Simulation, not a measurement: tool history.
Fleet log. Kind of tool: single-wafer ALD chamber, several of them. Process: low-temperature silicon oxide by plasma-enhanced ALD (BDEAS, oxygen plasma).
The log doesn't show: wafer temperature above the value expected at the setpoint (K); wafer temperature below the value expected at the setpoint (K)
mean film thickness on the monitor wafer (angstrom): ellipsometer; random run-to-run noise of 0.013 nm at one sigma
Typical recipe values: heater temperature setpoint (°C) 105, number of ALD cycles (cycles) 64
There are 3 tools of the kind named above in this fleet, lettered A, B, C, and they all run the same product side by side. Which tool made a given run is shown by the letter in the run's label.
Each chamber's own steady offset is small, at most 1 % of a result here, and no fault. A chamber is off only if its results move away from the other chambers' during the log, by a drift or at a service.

run	hour	heater temperature setpoint (°C)	number of ALD cycles (cycles)	hours since the last thermocouple change	read-back reference wafer on the same gauge, thickness_nm	mean film thickness on the monitor wafer (angstrom)
1C	7.6	105	64	719.1	9.6482	90.09
2B	12.5	105	64	379.2	9.6439	91.192
3A	17.1	105	64	527.6	9.6421	89.871
4A	26.1	105	64	536.6	9.642	89.933
5C	33.1	105	64	744.6	9.6395	90.326
6B	37	96	64	403.7	9.6379	93.397
7A	42.8	96	64	553.3	9.638	91.817
8C	48.1	96	64	759.6	9.6367	92.564
9B	55.6	114	69	422.3	9.6269	96.507
10A	62.2	114	69	572.7	9.6293	95.414
11B	66.6	114	69	433.3	9.6259	96.892
12C	71	105	64	782.5	9.625	90.236
13A	79.7	105	64	590.2	9.6226	89.666
14C	84.3	105	64	795.8	9.6221	90.086
15B	92.9	105	64	459.6	9.6224	90.954
16C	99.5	105	64	811	9.6172	89.977
17A	104.5	105	64	615	9.6167	89.806
18B	110.7	105	64	477.4	9.6128	90.886
19B	115.2	105	64	481.9	9.6106	90.868
20C	122.1	105	64	833.6	9.6091	90.087
21A	129.4	105	64	639.9	9.6062	89.948
22B	137.8	105	64	504.5	9.6024	90.661
23A	144.7	118	64	655.2	9.6016	87.445
24C	151.1	118	64	862.6	9.6007	87.523
25C	159.5	118	64	871	9.6002	87.536
26B	167.7	105	64	534.4	9.5958	90.887

Next, every chamber runs the same settings. What will each give?
27A	174.3	105	64			?
27B	174.3	105	64			?
27C	174.3	105	64			?

run	mean film thickness on the monitor wafer (angstrom)
27A	89.584
27B	90.467
27C	89.764
